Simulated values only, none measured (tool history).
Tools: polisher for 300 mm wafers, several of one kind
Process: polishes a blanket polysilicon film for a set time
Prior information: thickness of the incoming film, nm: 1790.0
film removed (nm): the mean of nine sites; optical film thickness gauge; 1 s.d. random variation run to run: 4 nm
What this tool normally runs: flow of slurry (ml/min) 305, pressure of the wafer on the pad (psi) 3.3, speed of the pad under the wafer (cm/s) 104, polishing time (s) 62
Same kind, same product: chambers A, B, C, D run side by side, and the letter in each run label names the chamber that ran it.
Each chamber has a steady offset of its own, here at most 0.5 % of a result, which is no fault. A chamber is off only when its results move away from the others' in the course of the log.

| run | day | flow of slurry (ml/min) | pressure of the wafer on the pad (psi) | speed of the pad under the wafer (cm/s) | polishing time (s) | wafers polished on this pad | hours since the slurry nozzle was cleaned | hours since the head pressure was calibrated | film removed (nm) |
|---|---|---|---|---|---|---|---|---|---|
|  | 0.225 | chamber C: worn pad replaced by a new one |
| 1B | 0.225 | 305 | 3.3 | 104 | 62 | 1291 | 69.4 | 808.2 | 507.08 |
| 2D | 0.383 | 305 | 3.3 | 104 | 62 | 667 | 604.4 | 258.4 | 503.06 |
|  | 0.558 | chamber D: worn pad replaced by a new one |
|  | 0.633 | chamber B: worn pad replaced by a new one |
| 3C | 0.662 | 305 | 3.3 | 104 | 62 | 147 | 347 | 1086.6 | 507.16 |
| 4A | 0.8 | 305 | 3.3 | 104 | 62 | 326 | 204.1 | 857.9 | 506.45 |
| 5B | 1.038 | 305 | 3.3 | 104 | 62 | 136 | 88.9 | 827.7 | 504.55 |
| 6C | 1.208 | 305 | 3.3 | 104 | 81 | 330 | 360.1 | 1099.7 | 666.05 |
| 7A | 1.429 | 305 | 3.3 | 104 | 81 | 537 | 219.2 | 873 | 661.86 |
| 8D | 1.608 | 305 | 3.3 | 104 | 81 | 353 | 633.8 | 287.8 | 651.74 |
| 9A | 1.742 | 305 | 3.3 | 104 | 81 | 641 | 226.7 | 880.5 | 656.75 |
| 10C | 1.908 | 305 | 3.3 | 104 | 62 | 565 | 376.9 | 1116.5 | 510.47 |
| 11D | 2.129 | 305 | 3.3 | 104 | 62 | 527 | 646.3 | 300.3 | 501.74 |
| 12B | 2.346 | 305 | 3.3 | 104 | 62 | 575 | 120.3 | 859.1 | 510.94 |
|  | 2.412 | chamber D: worn pad replaced by a new one |
|  | 2.479 | chamber A: worn pad replaced by a new one |
| 13B | 2.538 | 305 | 3.3 | 104 | 62 | 639 | 124.9 | 863.7 | 507.58 |
| 14A | 2.788 | 305 | 3.3 | 104 | 62 | 104 | 251.8 | 905.6 | 517.59 |
| 15C | 3.025 | 305 | 3.3 | 104 | 62 | 940 | 403.7 | 1143.3 | 513.23 |
|  | 3.058 | chamber B: head pressure recalibrated |
| 16D | 3.246 | 305 | 3.3 | 104 | 62 | 279 | 673.1 | 327.1 | 501.69 |
| 17B | 3.467 | 305 | 3.3 | 104 | 62 | 951 | 147.2 | 9.8 | 547.23 |
| 18C | 3.608 | 305 | 3.3 | 104 | 62 | 1135 | 417.7 | 1157.3 | 508.57 |
| 19D | 3.775 | 305 | 3.9 | 72 | 62 | 457 | 685.8 | 339.8 | 413.17 |
| 20A | 3.942 | 305 | 3.9 | 72 | 62 | 491 | 279.5 | 933.3 | 413.85 |
| 21D | 4.092 | 305 | 3.9 | 72 | 62 | 563 | 693.4 | 347.4 | 409.23 |
| 22A | 4.283 | 305 | 3.9 | 72 | 62 | 605 | 287.7 | 941.5 | 413.49 |
|  | 4.338 | chamber D: worn pad replaced by a new one |
|  | 4.458 | chamber D: head pressure recalibrated |
| 23C | 4.546 | 305 | 3.3 | 104 | 62 | 1450 | 440.2 | 1179.8 | 512.67 |
|  | 4.712 | chamber B: worn pad replaced by a new one |
| 24B | 4.721 | 305 | 3.3 | 104 | 62 | 3 | 177.3 | 39.9 | 549.14 |
|  | 4.808 | chamber C: worn pad replaced by a new one |
| 25A | 4.858 | 305 | 3.3 | 104 | 62 | 798 | 301.5 | 955.3 | 508.11 |
|  | 4.917 | chamber A: worn pad replaced by a new one |
| 26B | 5.071 | 305 | 3.3 | 104 | 62 | 121 | 185.7 | 48.3 | 551.6 |
| 27C | 5.217 | 305 | 3.3 | 104 | 62 | 137 | 456.3 | 1195.9 | 511.17 |
|  | 5.342 | chamber C: head pressure recalibrated |
| 28D | 5.496 | 305 | 3.3 | 104 | 62 | 389 | 727.1 | 25 | 503.61 |
| 29A | 5.642 | 305 | 3.3 | 104 | 62 | 244 | 320.3 | 974.1 | 509.21 |
| 30C | 5.788 | 305 | 3.3 | 104 | 62 | 328 | 470 | 10.7 | 510.27 |
| 31B | 6.017 | 305 | 3.3 | 104 | 62 | 438 | 208.4 | 71 | 539.99 |
|  | 6.175 | chamber D: worn pad replaced by a new one |
| 32D | 6.217 | 305 | 3.3 | 104 | 62 | 14 | 744.4 | 42.3 | 508.6 |
| 33D | 6.362 | 305 | 3.3 | 104 | 62 | 63 | 747.9 | 45.8 | 500.94 |
| 34A | 6.588 | 305 | 3.3 | 104 | 62 | 561 | 343 | 996.8 | 510.52 |
| 35C | 6.721 | 305 | 3.3 | 104 | 62 | 641 | 492.4 | 33.1 | 509.19 |
| 36B | 6.933 | 265 | 3.3 | 130 | 62 | 745 | 230.4 | 93 | 682.13 |
| 37C | 7.192 | 265 | 3.3 | 130 | 62 | 799 | 503.7 | 44.4 | 631.24 |
| 38A | 7.417 | 265 | 3.3 | 130 | 62 | 839 | 362.9 | 1016.7 | 623.26 |
| 39B | 7.638 | 265 | 3.3 | 130 | 62 | 981 | 247.3 | 109.9 | 666.13 |
| 40D | 7.917 | 305 | 3.3 | 104 | 62 | 584 | 785.2 | 83.1 | 506.5 |
|  | 8 | chamber D: worn pad replaced by a new one |
| 41D | 8.071 | 305 | 3.3 | 104 | 62 | 24 | 788.9 | 86.8 | 503.26 |
| 42B | 8.3 | 305 | 3.3 | 104 | 62 | 1204 | 263.2 | 125.8 | 546.35 |
| 43C | 8.488 | 305 | 3.3 | 104 | 62 | 1234 | 534.8 | 75.5 | 511.04 |

All chambers now run identical settings, listed one chamber a line with results as question marks. What results will each chamber show?
| 44A | 8.688 | 305 | 3.3 | 70 | 62 |  |  |  | ? |
| 44B | 8.688 | 305 | 3.3 | 70 | 62 |  |  |  | ? |
| 44C | 8.688 | 305 | 3.3 | 70 | 62 |  |  |  | ? |
| 44D | 8.688 | 305 | 3.3 | 70 | 62 |  |  |  | ? |

| run | film removed (nm) |
|---|---|
| 44A | 341.26 |
| 44B | 372.51 |
| 44C | 340.92 |
| 44D | 337.31 |
